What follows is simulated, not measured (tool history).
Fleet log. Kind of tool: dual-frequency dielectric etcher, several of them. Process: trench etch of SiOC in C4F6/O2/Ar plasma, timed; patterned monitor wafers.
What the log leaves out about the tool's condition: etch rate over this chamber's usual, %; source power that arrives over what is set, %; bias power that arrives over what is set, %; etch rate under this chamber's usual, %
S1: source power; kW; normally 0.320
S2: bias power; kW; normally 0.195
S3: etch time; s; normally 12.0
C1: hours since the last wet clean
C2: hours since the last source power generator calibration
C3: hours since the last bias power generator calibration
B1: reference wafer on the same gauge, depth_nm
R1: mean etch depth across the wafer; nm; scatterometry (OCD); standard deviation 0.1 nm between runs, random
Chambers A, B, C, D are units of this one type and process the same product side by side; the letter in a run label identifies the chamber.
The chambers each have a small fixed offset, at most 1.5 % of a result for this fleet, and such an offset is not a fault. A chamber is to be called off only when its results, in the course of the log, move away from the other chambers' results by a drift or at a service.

| run | day | S1 | S2 | S3 | C1 | C2 | C3 | B1 | R1 |
|---|---|---|---|---|---|---|---|---|---|
| 1A | 0.188 | 0.320 | 0.195 | 12.0 | 105.9 | 2085.4 | 511.5 | 27.822 | 23.007 |
|  | 0.288 | chamber A: source power generator calibrated |
| 2D | 0.308 | 0.320 | 0.195 | 12.0 | 52.2 | 2430.2 | 1066.0 | 27.813 | 23.462 |
| 3C | 0.425 | 0.320 | 0.195 | 12.0 | 307.4 | 1655.5 | 1348.0 | 27.815 | 23.682 |
| 4B | 0.538 | 0.320 | 0.195 | 12.0 | 423.1 | 3530.8 | 442.0 | 27.777 | 23.345 |
| 5C | 0.704 | 0.320 | 0.195 | 12.0 | 314.1 | 1662.2 | 1354.7 | 27.813 | 23.594 |
| 6D | 0.925 | 0.320 | 0.234 | 10.5 | 67.0 | 2445.0 | 1080.8 | 27.789 | 21.851 |
| 7A | 1.067 | 0.320 | 0.234 | 10.5 | 127.0 | 18.8 | 532.6 | 27.787 | 21.555 |
| 8B | 1.258 | 0.320 | 0.234 | 10.5 | 440.4 | 3548.1 | 459.3 | 27.801 | 21.723 |
| 9A | 1.442 | 0.320 | 0.234 | 10.5 | 136.0 | 27.8 | 541.6 | 27.794 | 21.555 |
| 10B | 1.638 | 0.320 | 0.195 | 12.0 | 449.5 | 3557.2 | 468.4 | 27.811 | 23.398 |
| 11D | 1.762 | 0.320 | 0.195 | 12.0 | 87.1 | 2465.1 | 1100.9 | 27.803 | 23.527 |
| 12C | 1.975 | 0.320 | 0.195 | 12.0 | 344.6 | 1692.7 | 1385.2 | 27.772 | 23.366 |
| 13A | 2.125 | 0.320 | 0.195 | 12.0 | 152.4 | 44.2 | 558.0 | 27.795 | 23.189 |
| 14C | 2.267 | 0.320 | 0.195 | 12.0 | 351.6 | 1699.7 | 1392.2 | 27.807 | 23.488 |
| 15B | 2.433 | 0.320 | 0.195 | 12.0 | 468.6 | 3576.3 | 487.5 | 27.797 | 23.397 |
| 16D | 2.612 | 0.320 | 0.195 | 12.0 | 107.5 | 2485.5 | 1121.3 | 27.809 | 23.707 |
| 17D | 2.838 | 0.320 | 0.195 | 12.0 | 112.9 | 2490.9 | 1126.7 | 27.777 | 23.684 |
| 18C | 3.021 | 0.320 | 0.169 | 12.0 | 369.7 | 1717.8 | 1410.3 | 27.805 | 22.543 |
| 19B | 3.142 | 0.320 | 0.169 | 12.0 | 485.6 | 3593.3 | 504.5 | 27.805 | 22.387 |
| 20A | 3.358 | 0.320 | 0.169 | 12.0 | 182.0 | 73.8 | 587.6 | 27.790 | 21.976 |
| 21C | 3.512 | 0.320 | 0.169 | 12.0 | 381.5 | 1729.6 | 1422.1 | 27.790 | 22.492 |
| 22D | 3.721 | 0.320 | 0.195 | 12.0 | 134.1 | 2512.1 | 1147.9 | 27.798 | 23.640 |
| 23B | 3.875 | 0.320 | 0.195 | 12.0 | 503.2 | 3610.9 | 522.1 | 27.801 | 23.387 |
| 24A | 4.038 | 0.320 | 0.195 | 12.0 | 198.3 | 90.1 | 603.9 | 27.787 | 23.301 |
| 25C | 4.188 | 0.290 | 0.195 | 13.0 | 397.7 | 1745.8 | 1438.3 | 27.782 | 24.461 |
| 26B | 4.350 | 0.290 | 0.195 | 13.0 | 514.6 | 3622.3 | 533.5 | 27.792 | 24.500 |
| 27D | 4.512 | 0.290 | 0.195 | 13.0 | 153.1 | 2531.1 | 1166.9 | 27.810 | 24.562 |
| 28A | 4.633 | 0.290 | 0.195 | 13.0 | 212.6 | 104.4 | 618.2 | 27.774 | 24.007 |
| 29C | 4.788 | 0.320 | 0.195 | 12.0 | 412.1 | 1760.2 | 1452.7 | 27.824 | 23.600 |
| 30A | 4.938 | 0.320 | 0.195 | 12.0 | 219.9 | 111.7 | 625.5 | 27.763 | 23.133 |
| 31D | 5.083 | 0.320 | 0.195 | 12.0 | 166.8 | 2544.8 | 1180.6 | 27.816 | 23.525 |
| 32B | 5.238 | 0.320 | 0.195 | 12.0 | 535.9 | 3643.6 | 554.8 | 27.810 | 23.366 |
| 33A | 5.358 | 0.320 | 0.195 | 12.0 | 230.0 | 121.8 | 635.6 | 27.840 | 23.019 |
| 34B | 5.600 | 0.260 | 0.195 | 12.0 | 544.6 | 3652.3 | 563.5 | 27.800 | 21.475 |
| 35C | 5.712 | 0.260 | 0.195 | 12.0 | 434.3 | 1782.4 | 1474.9 | 27.804 | 21.641 |
| 36D | 5.883 | 0.260 | 0.195 | 12.0 | 186.0 | 2564.0 | 1199.8 | 27.798 | 21.772 |
| 37A | 6.029 | 0.260 | 0.195 | 12.0 | 246.1 | 137.9 | 651.7 | 27.809 | 21.612 |
| 38C | 6.217 | 0.320 | 0.195 | 12.0 | 446.4 | 1794.5 | 1487.0 | 27.810 | 23.582 |
| 39D | 6.396 | 0.320 | 0.195 | 12.0 | 198.3 | 2576.3 | 1212.1 | 27.827 | 23.726 |
| 40B | 6.612 | 0.320 | 0.195 | 12.0 | 568.9 | 3676.6 | 587.8 | 27.819 | 23.252 |
| 41D | 6.729 | 0.320 | 0.195 | 12.0 | 206.3 | 2584.3 | 1220.1 | 27.788 | 23.560 |
|  | 6.733 | chamber C: wet clean of the chamber |
| 42C | 6.933 | 0.320 | 0.195 | 12.0 | 4.9 | 1811.7 | 1504.2 | 27.809 | 23.464 |
| 43A | 7.133 | 0.320 | 0.195 | 12.0 | 272.6 | 164.4 | 678.2 | 27.777 | 23.218 |
| 44B | 7.362 | 0.320 | 0.195 | 12.0 | 586.9 | 3694.6 | 605.8 | 27.827 | 23.312 |

What goes on in this fleet: one chamber off, a drifting gauge, or nothing beyond the chambers' own small offsets? Name the chamber and the cause, if any.

Neither any chamber nor the gauge drifts; the chambers differ only by their own small, steady offsets.
